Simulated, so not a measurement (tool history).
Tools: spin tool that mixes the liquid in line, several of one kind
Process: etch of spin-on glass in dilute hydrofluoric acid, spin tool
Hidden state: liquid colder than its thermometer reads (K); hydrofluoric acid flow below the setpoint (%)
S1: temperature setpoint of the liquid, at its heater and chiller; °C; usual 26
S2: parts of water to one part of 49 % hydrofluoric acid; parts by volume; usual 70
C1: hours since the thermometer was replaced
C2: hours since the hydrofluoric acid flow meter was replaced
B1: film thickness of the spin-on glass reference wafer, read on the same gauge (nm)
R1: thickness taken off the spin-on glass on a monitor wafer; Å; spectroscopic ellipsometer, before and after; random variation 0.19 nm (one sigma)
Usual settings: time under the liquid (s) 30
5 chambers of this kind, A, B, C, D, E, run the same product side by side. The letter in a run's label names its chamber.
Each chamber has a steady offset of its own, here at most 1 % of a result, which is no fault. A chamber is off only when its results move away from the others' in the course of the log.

Run 1D, day 0.312: usual settings; C1 515.7; C2 779.2; B1 100.01. Result: R1 197.28 Å.
Run 2C, day 0.567: usual settings; C1 1503.6; C2 1689; B1 100.01. Result: R1 203.48 Å.
Run 3A, day 0.808: usual settings; C1 1081.5; C2 813.1; B1 100.02. Result: R1 201.49 Å.
Run 4B, day 1.133: usual settings; C1 192.7; C2 1589.9; B1 99.967. Result: R1 205.34 Å.
Run 5E, day 1.492: usual settings but S2 50 parts by volume, time under the liquid (s) 25; C1 1565.8; C2 237.9; B1 99.981. Result: R1 238.56 Å.
Run 6A, day 1.892: usual settings but S2 50 parts by volume, time under the liquid (s) 25; C1 1107.5; C2 839.1; B1 100.02. Result: R1 240.65 Å.
Run 7E, day 2.167: usual settings but S2 50 parts by volume, time under the liquid (s) 25; C1 1582; C2 254.1; B1 99.994. Result: R1 238.95 Å.
Run 8C, day 2.5: usual settings but S2 50 parts by volume, time under the liquid (s) 25; C1 1550; C2 1735.4; B1 99.975. Result: R1 242.48 Å.
Run 9B, day 2.762: usual settings but S2 50 parts by volume, time under the liquid (s) 25; C1 231.8; C2 1629; B1 100.02. Result: R1 240.91 Å.
Run 10D, day 3.125: usual settings but S2 55 parts by volume; C1 583.2; C2 846.7; B1 99.991. Result: R1 262.28 Å.
Run 11A, day 3.575: usual settings but S2 55 parts by volume; C1 1147.9; C2 879.5; B1 99.99. Result: R1 262.2 Å.
Run 12B, day 3.833: usual settings but S2 55 parts by volume; C1 257.5; C2 1654.7; B1 100.01. Result: R1 261.45 Å.
Run 13C, day 4.192: usual settings but S2 55 parts by volume; C1 1590.6; C2 1776; B1 99.984. Result: R1 257.95 Å.
Run 14E, day 4.408: usual settings but S2 55 parts by volume; C1 1635.8; C2 307.9; B1 99.986. Result: R1 258.98 Å.
Run 15D, day 4.725: usual settings; C1 621.6; C2 885.1; B1 99.981. Result: R1 202.45 Å.
Run 16C, day 4.975: usual settings; C1 1609.4; C2 1794.8; B1 99.993. Result: R1 196.64 Å.
Run 17D, day 5.367: usual settings; C1 637; C2 900.5; B1 100.02. Result: R1 199.44 Å.
Run 18B, day 5.675: usual settings but S2 105 parts by volume; C1 301.7; C2 1698.9; B1 99.981. Result: R1 127.62 Å.
Run 19A, day 6.046: usual settings but S2 105 parts by volume; C1 1207.2; C2 938.8; B1 100.01. Result: R1 128.12 Å.
Run 20E, day 6.467: usual settings but S2 105 parts by volume; C1 1685.2; C2 357.3; B1 99.993. Result: R1 129.89 Å.
Run 21C, day 6.862: usual settings but S2 105 parts by volume; C1 1654.7; C2 1840.1; B1 100.01. Result: R1 120.8 Å.
Run 22B, day 7.188: usual settings but S2 105 parts by volume; C1 338; C2 1735.2; B1 99.996. Result: R1 128.94 Å.
Run 23E, day 7.529: usual settings but time under the liquid (s) 15; C1 1710.7; C2 382.8; B1 99.988. Result: R1 100.28 Å.
Run 24A, day 8.021: usual settings but time under the liquid (s) 15; C1 1254.6; C2 986.2; B1 100.01. Result: R1 101.03 Å.
At day 8.104: chamber C: hydrofluoric acid flow meter replaced.
Run 25D, day 8.279: usual settings but time under the liquid (s) 15; C1 706.9; C2 970.4; B1 99.969. Result: R1 100.93 Å.
Run 26B, day 8.575: usual settings but time under the liquid (s) 15; C1 371.3; C2 1768.5; B1 100.04. Result: R1 102.04 Å.
Run 27E, day 9.004: usual settings but time under the liquid (s) 15; C1 1746.1; C2 418.2; B1 100.05. Result: R1 99.772 Å.
Run 28A, day 9.383: usual settings but S1 23 °C; C1 1287.3; C2 1018.9; B1 100. Result: R1 180.8 Å.
Run 29C, day 9.612: usual settings but S1 23 °C; C1 1720.7; C2 36.2; B1 100.03. Result: R1 167.98 Å.
Run 30D, day 9.975: usual settings but S1 23 °C; C1 747.6; C2 1011.1; B1 99.96. Result: R1 178.62 Å.
Run 31D, day 10.4: usual settings but S1 23 °C; C1 757.8; C2 1021.3; B1 99.989. Result: R1 175.22 Å.
Run 32C, day 10.738: usual settings but S1 23 °C; C1 1747.7; C2 63.2; B1 99.975. Result: R1 165.41 Å.
Run 33E, day 11.025: usual settings; C1 1794.6; C2 466.7; B1 99.994. Result: R1 202.72 Å.
At day 11.233: chamber B: hydrofluoric acid flow meter replaced.
Run 34B, day 11.375: usual settings; C1 438.5; C2 3.5; B1 99.978. Result: R1 201.07 Å.
Run 35A, day 11.817: usual settings; C1 1345.7; C2 1077.3; B1 100.01. Result: R1 202.81 Å.
Run 36C, day 12.108: usual settings; C1 1780.6; C2 96.1; B1 100.01. Result: R1 186.75 Å.

Is one chamber off against the others, does the gauge drift, or is nothing wrong? If a chamber is off, say which, and what the likeliest cause is.

Chamber C drifts away from the others.
Cause: liquid colder than its thermometer reads (K) = 2.12.

Here are 4 candidates for chamber C's next run, each the usual settings with a change, their results left as question marks. Which one brings its results back in line with what the others give on the usual settings?
In line means no further than this from the other chambers' mean on the usual settings: R1 6.7 Å
Run 37C-1, day 12.458: usual settings but S2 65 parts by volume. Result: R1 ?.
Run 37C-2, day 12.458: usual settings but S2 75 parts by volume. Result: R1 ?.
Run 37C-3, day 12.458: usual settings but S2 80 parts by volume. Result: R1 ?.
Run 37C-4, day 12.458: usual settings but S1 29.5 °C. Result: R1 ?.

The other chambers' mean on the usual settings: R1 201.15 Å
  run      R1
37C-1  200.44
37C-2  171.28
37C-3  159.46
37C-4   212.8
37C-1 brings the chamber back in line.

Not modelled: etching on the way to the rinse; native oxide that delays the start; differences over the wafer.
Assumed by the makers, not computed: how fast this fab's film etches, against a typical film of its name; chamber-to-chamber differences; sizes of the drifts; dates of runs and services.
